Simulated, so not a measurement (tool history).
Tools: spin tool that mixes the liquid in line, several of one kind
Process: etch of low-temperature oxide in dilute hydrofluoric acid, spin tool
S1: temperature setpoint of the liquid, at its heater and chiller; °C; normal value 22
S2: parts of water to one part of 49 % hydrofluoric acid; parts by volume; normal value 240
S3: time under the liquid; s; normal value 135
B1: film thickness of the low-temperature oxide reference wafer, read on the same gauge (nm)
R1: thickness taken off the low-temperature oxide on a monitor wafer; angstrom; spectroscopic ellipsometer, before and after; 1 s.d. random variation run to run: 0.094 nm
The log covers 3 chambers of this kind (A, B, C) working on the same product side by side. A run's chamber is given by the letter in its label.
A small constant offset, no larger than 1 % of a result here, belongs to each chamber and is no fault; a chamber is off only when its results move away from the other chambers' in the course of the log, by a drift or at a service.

run,hour,S1,S2,S3,B1,R1
1C,8.6,22,240,135,29.988,143.54
2A,13.5,22,240,135,30.017,147.06
3B,20.8,22,240,135,30.018,144.7
4B,27.8,22,240,135,29.963,145.21
5A,33.7,22,240,135,29.981,144.87
# hour 40.6: chamber C: hydrofluoric acid flow meter replaced
6C,42.3,22,240,135,30.014,143.79
7A,49.9,22,240,135,29.991,144.81
8C,56.7,22,240,135,29.971,144.72
9B,61.7,22,240,135,30,147.96
10A,68.9,20.5,240,110,30.003,112.44
11B,78,20.5,240,110,30.011,115.03
12C,83.6,20.5,240,110,30.004,110.76
13B,91.8,22,240,135,29.984,149.84
14C,96.2,22,240,135,30.021,144.72
15A,105,22,240,135,29.973,142.35
16B,111.6,22,240,135,30.017,153
17C,116.1,22,240,135,30.032,145.05
18A,120.6,22,240,135,30.031,146.55
19C,129.2,22,240,135,29.978,143.88
20A,137.3,22,240,135,30.055,143.76
21B,145.3,22,240,135,30.049,154.59

For the next run the whole fleet of 3 chambers uses the same settings. Give each chamber's results:
22A,152.6,22,240,135,,?
22B,152.6,22,240,135,,?
22C,152.6,22,240,135,,?

run,R1
22A,145.62
22B,155.36
22C,143.81

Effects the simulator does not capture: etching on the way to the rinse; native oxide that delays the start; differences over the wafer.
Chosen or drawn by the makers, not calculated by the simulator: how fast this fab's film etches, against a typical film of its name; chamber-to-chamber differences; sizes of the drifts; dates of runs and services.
